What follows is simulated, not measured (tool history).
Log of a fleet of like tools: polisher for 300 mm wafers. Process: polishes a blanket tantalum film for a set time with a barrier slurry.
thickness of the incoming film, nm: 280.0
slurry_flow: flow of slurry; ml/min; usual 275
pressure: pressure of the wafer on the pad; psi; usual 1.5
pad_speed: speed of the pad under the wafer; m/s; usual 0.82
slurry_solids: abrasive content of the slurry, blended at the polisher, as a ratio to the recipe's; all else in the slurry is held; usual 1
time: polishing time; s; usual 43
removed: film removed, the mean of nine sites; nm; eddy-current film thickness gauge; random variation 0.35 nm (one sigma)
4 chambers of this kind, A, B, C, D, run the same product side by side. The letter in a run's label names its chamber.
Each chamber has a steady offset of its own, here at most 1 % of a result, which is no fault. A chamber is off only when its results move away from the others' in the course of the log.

| run | hour | slurry_flow | pressure | pad_speed | slurry_solids | time | removed |
|---|---|---|---|---|---|---|---|
|  | 3.5 | chamber B: slurry blender recalibrated |
| 1C | 7.4 | 275 | 1.5 | 0.82 | 1 | 43 | 46.587 |
|  | 12 | chamber D: slurry nozzle cleaned |
| 2D | 14.9 | 275 | 1.5 | 0.82 | 1 | 43 | 45.79 |
|  | 17.2 | chamber A: worn pad replaced by a new one |
| 3B | 21.9 | 275 | 1.5 | 0.82 | 1 | 43 | 46.139 |
|  | 23.1 | chamber C: worn pad replaced by a new one |
| 4A | 30.3 | 275 | 1.5 | 0.82 | 1 | 43 | 46.16 |
|  | 34.9 | chamber D: worn pad replaced by a new one |
| 5A | 37.9 | 275 | 1.5 | 0.82 | 1 | 43 | 45.808 |
|  | 43.3 | chamber B: worn pad replaced by a new one |
| 6B | 45.4 | 275 | 1.5 | 0.82 | 1 | 43 | 46.88 |
| 7D | 51.8 | 275 | 1.5 | 0.82 | 1 | 43 | 46.208 |
| 8C | 60.9 | 275 | 1.5 | 0.82 | 1 | 43 | 46.818 |
| 9D | 66.8 | 275 | 1.5 | 0.82 | 1 | 43 | 46.156 |
|  | 69.6 | chamber A: worn pad replaced by a new one |
| 10C | 74 | 275 | 1.5 | 0.82 | 1 | 43 | 46.836 |
|  | 74.8 | chamber D: slurry blender recalibrated |
|  | 78.3 | chamber C: worn pad replaced by a new one |
| 11B | 78.8 | 275 | 1.5 | 0.82 | 1 | 43 | 46.333 |
| 12A | 84.4 | 275 | 1.5 | 0.82 | 1 | 43 | 45.727 |
| 13A | 88.6 | 275 | 1.5 | 0.82 | 1 | 43 | 46.021 |
| 14C | 96.7 | 275 | 1.5 | 0.82 | 1 | 43 | 46.271 |
| 15D | 102.3 | 275 | 1.5 | 0.82 | 1 | 43 | 46.389 |
|  | 102.4 | chamber B: worn pad replaced by a new one |
| 16B | 106.7 | 275 | 1.5 | 0.82 | 1 | 38 | 40.397 |
|  | 113.6 | chamber D: worn pad replaced by a new one |
| 17B | 114.9 | 275 | 1.5 | 0.82 | 1 | 38 | 40.726 |
|  | 118 | chamber A: worn pad replaced by a new one |
| 18D | 118.9 | 275 | 1.5 | 0.82 | 1 | 38 | 40.232 |
|  | 122.6 | chamber B: head pressure recalibrated |
| 19C | 127.9 | 275 | 1.5 | 0.82 | 1 | 38 | 41.559 |
| 20A | 136.9 | 275 | 1.5 | 0.82 | 1 | 43 | 46.127 |
|  | 137.3 | chamber C: worn pad replaced by a new one |
| 21D | 142.6 | 275 | 1.5 | 0.64 | 1 | 43 | 35.616 |
| 22A | 151.3 | 275 | 1.5 | 0.64 | 1 | 43 | 36.359 |
|  | 155.2 | chamber B: worn pad replaced by a new one |
| 23C | 156.1 | 275 | 1.5 | 0.64 | 1 | 43 | 36.146 |
| 24B | 161.4 | 275 | 1.5 | 0.64 | 1 | 43 | 40.247 |
|  | 165.6 | chamber A: slurry blender recalibrated |
| 25B | 168.2 | 275 | 1.5 | 0.82 | 1 | 43 | 50.701 |
|  | 175.5 | chamber A: worn pad replaced by a new one |
| 26D | 177.1 | 275 | 1.5 | 0.82 | 1 | 43 | 45.936 |
| 27C | 181.6 | 275 | 1.5 | 0.82 | 1 | 43 | 46.46 |
| 28A | 185.5 | 275 | 1.5 | 0.82 | 1 | 43 | 45.526 |
|  | 187.9 | chamber B: slurry nozzle cleaned |
| 29D | 192.9 | 275 | 1.5 | 1.04 | 1 | 43 | 58.818 |
| 30B | 197 | 275 | 1.5 | 1.04 | 1 | 43 | 64.461 |

Next, every chamber runs the same settings. What will each give?
| 31A | 203.6 | 275 | 1.5 | 0.92 | 1 | 43 | ? |
| 31B | 203.6 | 275 | 1.5 | 0.92 | 1 | 43 | ? |
| 31C | 203.6 | 275 | 1.5 | 0.92 | 1 | 43 | ? |
| 31D | 203.6 | 275 | 1.5 | 0.92 | 1 | 43 | ? |

| run | removed |
|---|---|
| 31A | 50.618 |
| 31B | 58.169 |
| 31C | 52.226 |
| 31D | 52.409 |
